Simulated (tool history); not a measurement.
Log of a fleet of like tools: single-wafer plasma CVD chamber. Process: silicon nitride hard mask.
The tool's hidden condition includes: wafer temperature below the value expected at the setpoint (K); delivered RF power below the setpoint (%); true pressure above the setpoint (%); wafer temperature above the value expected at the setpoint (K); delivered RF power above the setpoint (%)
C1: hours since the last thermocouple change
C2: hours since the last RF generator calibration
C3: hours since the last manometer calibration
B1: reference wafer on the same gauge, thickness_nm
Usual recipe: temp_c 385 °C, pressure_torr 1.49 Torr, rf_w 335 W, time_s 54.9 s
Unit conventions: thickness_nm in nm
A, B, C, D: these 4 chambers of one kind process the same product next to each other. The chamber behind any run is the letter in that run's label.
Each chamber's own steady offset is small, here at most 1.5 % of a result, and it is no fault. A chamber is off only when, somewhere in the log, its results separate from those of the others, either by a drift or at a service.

Run 1A, day 0.342: usual settings; C1 1612.6; C2 1600.9; C3 230.1; B1 74.974. Result: thickness_nm 66.403 nm.
Run 2C, day 0.604: usual settings; C1 481.2; C2 177.2; C3 503.5; B1 74.932. Result: thickness_nm 66.475 nm.
Run 3D, day 0.883: usual settings; C1 873.3; C2 248.7; C3 41.8; B1 74.930. Result: thickness_nm 66.506 nm.
Run 4B, day 1.125: usual settings; C1 133.3; C2 852.1; C3 83.9; B1 74.855. Result: thickness_nm 66.946 nm.
Run 5D, day 1.404: usual settings; C1 885.8; C2 261.2; C3 54.3; B1 74.919. Result: thickness_nm 66.827 nm.
Run 6C, day 1.658: usual settings; C1 506.5; C2 202.5; C3 528.8; B1 74.875. Result: thickness_nm 66.469 nm.
Run 7B, day 1.892: usual settings but rf_w 290 W, time_s 62.2 s; C1 151.7; C2 870.5; C3 102.3; B1 74.872. Result: thickness_nm 69.229 nm.
Run 8A, day 2.112: usual settings but rf_w 290 W, time_s 62.2 s; C1 1655.1; C2 1643.4; C3 272.6; B1 74.896. Result: thickness_nm 68.397 nm.
Run 9A, day 2.333: usual settings but rf_w 290 W, time_s 62.2 s; C1 1660.4; C2 1648.7; C3 277.9; B1 75.021. Result: thickness_nm 68.170 nm.
Run 10D, day 2.683: usual settings but rf_w 290 W, time_s 62.2 s; C1 916.5; C2 291.9; C3 85.0; B1 74.867. Result: thickness_nm 68.484 nm.
Run 11B, day 2.992: usual settings; C1 178.1; C2 896.9; C3 128.7; B1 74.893. Result: thickness_nm 66.463 nm.
Run 12C, day 3.312: usual settings but temp_c 371 °C, time_s 65.2 s; C1 546.2; C2 242.2; C3 568.5; B1 74.877. Result: thickness_nm 79.712 nm.
Run 13B, day 3.521: usual settings but temp_c 371 °C, time_s 65.2 s; C1 190.8; C2 909.6; C3 141.4; B1 74.934. Result: thickness_nm 79.628 nm.
Run 14C, day 3.838: usual settings but temp_c 371 °C, time_s 65.2 s; C1 558.8; C2 254.8; C3 581.1; B1 74.836. Result: thickness_nm 79.534 nm.
Run 15A, day 4.188: usual settings but temp_c 371 °C, time_s 65.2 s; C1 1704.9; C2 1693.2; C3 322.4; B1 74.957. Result: thickness_nm 78.108 nm.
Run 16D, day 4.508: usual settings; C1 960.3; C2 335.7; C3 128.8; B1 74.853. Result: thickness_nm 67.014 nm.
Run 17A, day 4.746: usual settings but temp_c 376 °C, time_s 49.1 s; C1 1718.3; C2 1706.6; C3 335.8; B1 74.924. Result: thickness_nm 58.763 nm.
Run 18D, day 5.079: usual settings but temp_c 376 °C, time_s 49.1 s; C1 974.0; C2 349.4; C3 142.5; B1 74.876. Result: thickness_nm 59.880 nm.
Run 19C, day 5.379: usual settings but temp_c 376 °C, time_s 49.1 s; C1 595.8; C2 291.8; C3 618.1; B1 74.798. Result: thickness_nm 59.839 nm.
Run 20B, day 5.700: usual settings but temp_c 376 °C, time_s 49.1 s; C1 243.1; C2 961.9; C3 193.7; B1 74.845. Result: thickness_nm 60.006 nm.
Run 21D, day 6.004: usual settings; C1 996.2; C2 371.6; C3 164.7; B1 74.843. Result: thickness_nm 66.918 nm.
Run 22A, day 6.350: usual settings but pressure_torr 1.24 Torr, rf_w 295 W; C1 1756.8; C2 1745.1; C3 374.3; B1 74.938. Result: thickness_nm 55.887 nm.
Run 23C, day 6.692: usual settings but pressure_torr 1.24 Torr, rf_w 295 W; C1 627.3; C2 323.3; C3 649.6; B1 74.890. Result: thickness_nm 57.937 nm.
Run 24B, day 7.133: usual settings but pressure_torr 1.24 Torr, rf_w 295 W; C1 277.5; C2 996.3; C3 228.1; B1 74.950. Result: thickness_nm 58.160 nm.
Run 25C, day 7.408: usual settings but pressure_torr 1.24 Torr, rf_w 295 W; C1 644.5; C2 340.5; C3 666.8; B1 74.929. Result: thickness_nm 57.638 nm.
Run 26D, day 7.804: usual settings but pressure_torr 1.31 Torr, rf_w 275 W; C1 1039.4; C2 414.8; C3 207.9; B1 74.886. Result: thickness_nm 56.574 nm.
Run 27A, day 8.146: usual settings but pressure_torr 1.31 Torr, rf_w 275 W; C1 1799.9; C2 1788.2; C3 417.4; B1 74.868. Result: thickness_nm 53.867 nm.
Run 28B, day 8.554: usual settings but pressure_torr 1.31 Torr, rf_w 275 W; C1 311.6; C2 1030.4; C3 262.2; B1 74.900. Result: thickness_nm 55.754 nm.
Run 29B, day 8.946: usual settings but pressure_torr 1.31 Torr, rf_w 275 W; C1 321.0; C2 1039.8; C3 271.6; B1 74.803. Result: thickness_nm 56.278 nm.
Run 30D, day 9.417: usual settings; C1 1078.1; C2 453.5; C3 246.6; B1 74.913. Result: thickness_nm 66.909 nm.
Run 31A, day 9.858: usual settings; C1 1841.0; C2 1829.3; C3 458.5; B1 74.990. Result: thickness_nm 63.622 nm.
Run 32C, day 10.262: usual settings but time_s 64.5 s; C1 713.0; C2 409.0; C3 735.3; B1 74.847. Result: thickness_nm 78.110 nm.
Run 33D, day 10.521: usual settings but time_s 64.5 s; C1 1104.6; C2 480.0; C3 273.1; B1 74.885. Result: thickness_nm 78.361 nm.
Run 34B, day 10.883: usual settings but time_s 64.5 s; C1 367.5; C2 1086.3; C3 318.1; B1 74.938. Result: thickness_nm 78.400 nm.
Run 35A, day 11.188: usual settings but time_s 64.5 s; C1 1872.9; C2 1861.2; C3 490.4; B1 74.790. Result: thickness_nm 73.944 nm.
Run 36C, day 11.533: usual settings; C1 743.5; C2 439.5; C3 765.8; B1 74.957. Result: thickness_nm 66.897 nm.

Next, every chamber runs the same settings. What will each give?
Run 37A, day 11.871: usual settings but rf_w 295 W. Result: thickness_nm ?.
Run 37B, day 11.871: usual settings but rf_w 295 W. Result: thickness_nm ?.
Run 37C, day 11.871: usual settings but rf_w 295 W. Result: thickness_nm ?.
Run 37D, day 11.871: usual settings but rf_w 295 W. Result: thickness_nm ?.

run  thickness_nm
37A        57.980
37B        60.679
37C        61.146
37D        61.539
